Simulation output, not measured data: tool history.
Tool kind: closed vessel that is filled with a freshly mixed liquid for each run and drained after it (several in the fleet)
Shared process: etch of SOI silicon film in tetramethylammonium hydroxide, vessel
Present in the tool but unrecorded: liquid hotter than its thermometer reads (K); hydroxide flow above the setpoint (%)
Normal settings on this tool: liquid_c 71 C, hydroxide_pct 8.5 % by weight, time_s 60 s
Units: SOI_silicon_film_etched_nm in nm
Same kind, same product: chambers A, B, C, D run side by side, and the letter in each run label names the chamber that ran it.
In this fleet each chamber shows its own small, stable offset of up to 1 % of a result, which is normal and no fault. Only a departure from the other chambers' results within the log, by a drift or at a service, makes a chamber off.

run   hour  liquid_c  hydroxide_pct  time_s  hours since the thermometer was replaced  hours since the hydroxide flow meter was replaced  read-back film thickness of the SOI silicon film reference wafer, read on the same gauge (nm)  SOI_silicon_film_etched_nm
 1A   13.7        71            8.5      60                                    1012.5                                              134.3                                                                                         49.987                      484.88
 2B     21        71            8.5      60                                    1379.4                                              628.1                                                                                         50.002                      488.97
      21.9  -- chamber B: thermometer replaced
 3D   30.6        71            8.5      60                                      37.2                                              181.6                                                                                         49.985                      489.94
 4C   39.9        71            8.5      60                                    1862.6                                              539.9                                                                                         50.024                      489.04
 5C   49.1        71            8.5      60                                    1871.8                                              549.1                                                                                         49.982                      488.26
 6D   57.7        71            8.5      60                                      64.3                                              208.7                                                                                         49.985                      492.61
 7B   64.3        71            8.5      60                                      42.4                                              671.4                                                                                         49.993                      489.22
 8A   73.6        71            8.5      60                                    1072.4                                              194.2                                                                                         49.979                      491.57
 9C   85.5        71            8.5      60                                    1908.2                                              585.5                                                                                         50.023                      498.01
10A   91.8        71            8.5      60                                    1090.6                                              212.4                                                                                         50.032                      489.26
11D  101.8        71            8.5      60                                     108.4                                              252.8                                                                                         50.014                      490.26
12B  108.2        71            8.5      60                                      86.3                                              715.3                                                                                         50.016                      485.99
13D  117.9        71            9.5      80                                     124.5                                              268.9                                                                                         49.984                      634.68
14A  126.7        71            9.5      80                                    1125.5                                              247.3                                                                                         49.978                      630.95
15B  137.3        71            9.5      80                                     115.4                                              744.4                                                                                         50.013                      626.84
16C  150.8        71            9.5      80                                    1973.5                                              650.8                                                                                         50.014                      627.53
17B  158.8        64            8.5      40                                     136.9                                              765.9                                                                                         50.003                       212.6
18C  169.2        64            8.5      40                                    1991.9                                              669.2                                                                                         50.022                      218.87
19D  181.7        64            8.5      40                                     188.3                                              332.7                                                                                             50                      215.98
20A  195.5        64            8.5      40                                    1194.3                                              316.1                                                                                         49.998                      221.15
21A  208.3        71            8.5      60                                    1207.1                                              328.9                                                                                          49.99                       497.8
22B    219        71            8.5      60                                     197.1                                              826.1                                                                                         50.004                      493.61
23D  231.5        71            8.5      60                                     238.1                                              382.5                                                                                         50.005                      489.77
24C  245.2        71             10      60                                    2067.9                                              745.2                                                                                         49.994                      461.51
25C  251.3        71             10      60                                      2074                                              751.3                                                                                         49.985                       463.1
26B  259.1        71             10      60                                     237.2                                              866.2                                                                                         49.981                      465.14
27A  266.4        71             10      60                                    1265.2                                                387                                                                                          50.02                      479.74
28D  275.7        71            8.5      60                                     282.3                                              426.7                                                                                          50.03                      493.74
29A  286.6        71            8.5      60                                    1285.4                                              407.2                                                                                         49.977                      518.91

Is one chamber off against the others, does the gauge drift, or is nothing wrong? If a chamber is off, say which, and what the likeliest cause is.

Chamber A drifts away from the others.
Cause: liquid hotter than its thermometer reads (K) = 0.953.

Which of the 4 candidates below, each the usual settings with something changed and its results left as question marks, puts chamber A back in line with what the other chambers give on the usual settings?
A result is in line if it is within this distance of the other chambers' mean on the usual settings: SOI_silicon_film_etched_nm 12 nm
30A-1  296.5        70            8.5      60                                                                                                                                                                                                                       ?
30A-2  296.5        71             11      60                                                                                                                                                                                                                       ?
30A-3  296.5        71              7      60                                                                                                                                                                                                                       ?
30A-4  296.5        71              6      60                                                                                                                                                                                                                       ?

Other chambers, usual settings, mean: SOI_silicon_film_etched_nm 491.55 nm
  run  SOI_silicon_film_etched_nm
30A-1                      490.09
30A-2                      472.44
30A-3                      550.34
30A-4                      571.12
30A-1 is the one that brings the chamber's results back in line with the other chambers.
